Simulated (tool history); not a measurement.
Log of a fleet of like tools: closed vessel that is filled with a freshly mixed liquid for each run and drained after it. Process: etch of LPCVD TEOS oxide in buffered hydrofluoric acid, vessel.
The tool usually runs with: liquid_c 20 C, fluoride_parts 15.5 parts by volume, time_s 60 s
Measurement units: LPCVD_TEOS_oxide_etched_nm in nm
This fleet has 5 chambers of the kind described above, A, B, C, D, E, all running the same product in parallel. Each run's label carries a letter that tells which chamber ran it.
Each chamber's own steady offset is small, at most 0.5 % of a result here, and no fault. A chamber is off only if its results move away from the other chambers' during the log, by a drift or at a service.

run     day  liquid_c  fluoride_parts  time_s  read-back film thickness of the LPCVD TEOS oxide reference wafer, read on the same gauge (nm)  LPCVD_TEOS_oxide_etched_nm
 1E   0.296        20            15.5      60                                                                                         89.969                      99.696
 2A   0.712        20            15.5      60                                                                                         89.993                      100.24
 3C   0.962        20            15.5      60                                                                                         89.983                        98.8
 4B   1.225        20            15.5      60                                                                                         89.993                      100.18
 5D   1.504        24            15.5      35                                                                                         89.991                      73.068
 6E   1.825        24            15.5      35                                                                                         90.007                      71.987
 7B   2.279        24            15.5      35                                                                                         90.006                       72.83
 8A   2.675        24            15.5      35                                                                                         90.012                      73.829
 9C   2.921        24            15.5      35                                                                                         90.008                      71.621
10D   3.438      18.5            18.5      60                                                                                         89.984                      77.271
11B   3.704      18.5            18.5      60                                                                                          89.99                      78.714
12C   4.183      18.5            18.5      60                                                                                         90.013                      76.776
      4.621  -- chamber D: thermometer replaced
13E   4.625      18.5            18.5      60                                                                                         89.981                      77.651
14A   4.979      18.5            18.5      60                                                                                         89.993                      77.482
15D   5.396        20            15.5      60                                                                                         90.015                      100.31
16E   5.938        22            15.5      60                                                                                         90.007                      111.16
17A   6.188        22            15.5      60                                                                                         89.992                      110.82
18B    6.55        22            15.5      60                                                                                         90.015                      113.22
19D   6.942        22            15.5      60                                                                                         89.986                      112.35
      6.979  -- chamber E: thermometer replaced
20C   7.196        22            15.5      60                                                                                         89.982                      111.44
21D   7.442        20            15.5      60                                                                                         90.011                      99.036
22C   7.958        20            15.5      60                                                                                         90.004                      101.16
      7.962  -- chamber D: hydrofluoric acid flow meter replaced
23B   8.208        20            15.5      60                                                                                         90.011                      102.33
24E   8.475        20            15.5      60                                                                                         90.007                      99.058
25A   8.771        20            15.5      60                                                                                         90.018                      99.361
26A   9.221        20            15.5      60                                                                                         90.025                      101.08
27D   9.562        20            15.5      60                                                                                         89.971                      99.187
28E  10.088        20            15.5      60                                                                                         90.004                      99.532
29C  10.388        20            15.5      60                                                                                         90.005                      100.98
30B  10.738        20            15.5      60                                                                                         90.019                      105.48
31D  11.171        20            15.5      60                                                                                         89.995                      100.61
32C  11.658        20            15.5      60                                                                                         90.011                      99.467
33E  12.183        17            15.5      30                                                                                          90.01                      41.746
34A  12.492        17            15.5      30                                                                                         90.007                      42.373
35B  12.892        17            15.5      30                                                                                         89.977                      45.056
36C  13.246        17            15.5      30                                                                                          90.02                      42.304
37D    13.8        17            15.5      30                                                                                         90.001                      41.754
38A  14.183        20            15.5      35                                                                                         89.993                      58.104
39E  14.567        20            15.5      35                                                                                         89.995                      57.586
40B  14.983        20            15.5      35                                                                                         90.007                      62.005
41E   15.45        20            15.5      35                                                                                         89.969                       58.63
42B  15.958        20            15.5      35                                                                                         90.022                      62.818
43C  16.288        20            15.5      60                                                                                         89.974                       100.1
44A  16.696        20            15.5      60                                                                                         89.972                      99.374

Next, every chamber runs the same settings. What will each give?
45A  17.092        20            15.5      60                                                                                                                          ?
45B  17.092        20            15.5      60                                                                                                                          ?
45C  17.092        20            15.5      60                                                                                                                          ?
45D  17.092        20            15.5      60                                                                                                                          ?
45E  17.092        20            15.5      60                                                                                                                          ?

run  LPCVD_TEOS_oxide_etched_nm
45A                      100.72
45B                      107.31
45C                      98.455
45D                      98.821
45E                      99.131

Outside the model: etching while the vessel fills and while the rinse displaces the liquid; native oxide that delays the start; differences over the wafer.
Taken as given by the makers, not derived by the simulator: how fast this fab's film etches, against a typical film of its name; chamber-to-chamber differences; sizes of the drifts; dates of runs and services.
